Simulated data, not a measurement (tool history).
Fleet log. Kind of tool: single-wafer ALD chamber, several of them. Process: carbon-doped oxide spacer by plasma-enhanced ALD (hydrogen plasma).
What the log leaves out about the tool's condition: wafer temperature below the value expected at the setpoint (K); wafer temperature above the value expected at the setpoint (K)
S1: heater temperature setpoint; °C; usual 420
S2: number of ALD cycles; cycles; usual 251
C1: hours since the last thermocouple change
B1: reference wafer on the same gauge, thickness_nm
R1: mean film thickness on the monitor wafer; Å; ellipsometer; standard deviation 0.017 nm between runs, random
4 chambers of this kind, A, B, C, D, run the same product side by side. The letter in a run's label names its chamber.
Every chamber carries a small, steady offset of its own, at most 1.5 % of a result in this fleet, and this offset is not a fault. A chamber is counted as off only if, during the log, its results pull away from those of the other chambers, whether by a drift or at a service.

{"run": "1D", "hour": 5.1, "S1": 420, "S2": 251, "C1": 305.9, "B1": 10.797, "R1": 116.45}
{"run": "2B", "hour": 14.5, "S1": 420, "S2": 251, "C1": 39.0, "B1": 10.799, "R1": 117.49}
{"run": "3A", "hour": 20.9, "S1": 420, "S2": 251, "C1": 839.6, "B1": 10.797, "R1": 117.12}
{"run": "4C", "hour": 28.8, "S1": 420, "S2": 251, "C1": 399.5, "B1": 10.793, "R1": 116.94}
{"run": "5D", "hour": 35.3, "S1": 420, "S2": 251, "C1": 336.1, "B1": 10.791, "R1": 116.41}
{"run": "6B", "hour": 43.4, "S1": 420, "S2": 251, "C1": 67.9, "B1": 10.796, "R1": 117.7}
{"run": "7C", "hour": 50.5, "S1": 420, "S2": 251, "C1": 421.2, "B1": 10.79, "R1": 116.82}
{"run": "8A", "hour": 59.5, "S1": 430, "S2": 225, "C1": 878.2, "B1": 10.791, "R1": 101.77}
{"run": "9B", "hour": 66.0, "S1": 430, "S2": 225, "C1": 90.5, "B1": 10.792, "R1": 102.01}
{"run": "10C", "hour": 75.5, "S1": 430, "S2": 225, "C1": 446.2, "B1": 10.784, "R1": 101.37}
{"run": "11D", "hour": 81.5, "S1": 430, "S2": 225, "C1": 382.3, "B1": 10.784, "R1": 101.03}
{"run": "12A", "hour": 88.5, "S1": 420, "S2": 251, "C1": 907.2, "B1": 10.785, "R1": 117.39}
{"run": "13C", "hour": 98.1, "S1": 420, "S2": 251, "C1": 468.8, "B1": 10.783, "R1": 116.81}
{"run": "14D", "hour": 103.9, "S1": 430, "S2": 207, "C1": 404.7, "B1": 10.778, "R1": 92.734}
{"run": "15B", "hour": 114.5, "S1": 430, "S2": 207, "C1": 139.0, "B1": 10.785, "R1": 93.64}
{"run": "16A", "hour": 121.8, "S1": 430, "S2": 207, "C1": 940.5, "B1": 10.777, "R1": 93.388}
{"run": "17D", "hour": 129.2, "S1": 430, "S2": 207, "C1": 430.0, "B1": 10.78, "R1": 92.98}
{"run": "18C", "hour": 138.4, "S1": 420, "S2": 251, "C1": 509.1, "B1": 10.775, "R1": 116.68}
{"run": "19B", "hour": 148.4, "S1": 420, "S2": 251, "C1": 172.9, "B1": 10.777, "R1": 117.43}
{"run": "20A", "hour": 159.8, "S1": 420, "S2": 251, "C1": 978.5, "B1": 10.778, "R1": 117.02}
{"run": "21B", "hour": 170.6, "S1": 420, "S2": 251, "C1": 195.1, "B1": 10.772, "R1": 117.07}
{"run": "22D", "hour": 180.1, "S1": 420, "S2": 251, "C1": 480.9, "B1": 10.766, "R1": 115.93}
{"run": "23A", "hour": 191.5, "S1": 420, "S2": 251, "C1": 1010.2, "B1": 10.767, "R1": 116.87}
{"run": "24C", "hour": 202.2, "S1": 420, "S2": 251, "C1": 572.9, "B1": 10.769, "R1": 116.65}
{"run": "25A", "hour": 211.8, "S1": 420, "S2": 251, "C1": 1030.5, "B1": 10.764, "R1": 117.05}
{"run": "26C", "hour": 221.4, "S1": 420, "S2": 251, "C1": 592.1, "B1": 10.764, "R1": 116.29}
{"run": "27D", "hour": 232.4, "S1": 420, "S2": 251, "C1": 533.2, "B1": 10.761, "R1": 116.2}
{"run": "28B", "hour": 243.1, "S1": 420, "S2": 251, "C1": 267.6, "B1": 10.757, "R1": 117.2}
{"run": "29A", "hour": 249.6, "S1": 420, "S2": 251, "C1": 1068.3, "B1": 10.758, "R1": 116.79}
{"run": "30D", "hour": 259.8, "S1": 420, "S2": 251, "C1": 560.6, "B1": 10.758, "R1": 115.85}
{"run": "31B", "hour": 271.4, "S1": 414, "S2": 251, "C1": 295.9, "B1": 10.755, "R1": 119.13}
{"run": "32C", "hour": 276.6, "S1": 414, "S2": 251, "C1": 647.3, "B1": 10.753, "R1": 118.44}
{"run": "33B", "hour": 284.4, "S1": 414, "S2": 251, "C1": 308.9, "B1": 10.752, "R1": 119.21}
{"run": "34C", "hour": 294.9, "S1": 414, "S2": 251, "C1": 665.6, "B1": 10.748, "R1": 118.52}
{"run": "35D", "hour": 302.5, "S1": 420, "S2": 251, "C1": 603.3, "B1": 10.752, "R1": 115.82}
{"run": "36A", "hour": 309.6, "S1": 420, "S2": 251, "C1": 1128.3, "B1": 10.752, "R1": 116.88}
{"run": "37B", "hour": 315.6, "S1": 420, "S2": 251, "C1": 340.1, "B1": 10.744, "R1": 117.21}
{"run": "38D", "hour": 324.4, "S1": 420, "S2": 251, "C1": 625.2, "B1": 10.743, "R1": 115.8}
{"run": "39A", "hour": 335.8, "S1": 420, "S2": 223, "C1": 1154.5, "B1": 10.742, "R1": 103.57}
{"run": "40C", "hour": 342.0, "S1": 420, "S2": 223, "C1": 712.7, "B1": 10.744, "R1": 103.52}
{"run": "41D", "hour": 350.5, "S1": 420, "S2": 223, "C1": 651.3, "B1": 10.74, "R1": 102.8}
{"run": "42B", "hour": 356.5, "S1": 420, "S2": 223, "C1": 381.0, "B1": 10.74, "R1": 103.81}
{"run": "43C", "hour": 367.8, "S1": 420, "S2": 251, "C1": 738.5, "B1": 10.738, "R1": 116.08}
{"run": "44A", "hour": 375.7, "S1": 420, "S2": 251, "C1": 1194.4, "B1": 10.736, "R1": 116.7}

All chambers now run identical settings, listed one chamber a line with results as question marks. What results will each chamber show?
{"run": "45A", "hour": 384.2, "S1": 420, "S2": 273, "R1": "?"}
{"run": "45B", "hour": 384.2, "S1": 420, "S2": 273, "R1": "?"}
{"run": "45C", "hour": 384.2, "S1": 420, "S2": 273, "R1": "?"}
{"run": "45D", "hour": 384.2, "S1": 420, "S2": 273, "R1": "?"}

run=45A R1=127.210
run=45B R1=126.990
run=45C R1=126.540
run=45D R1=125.580
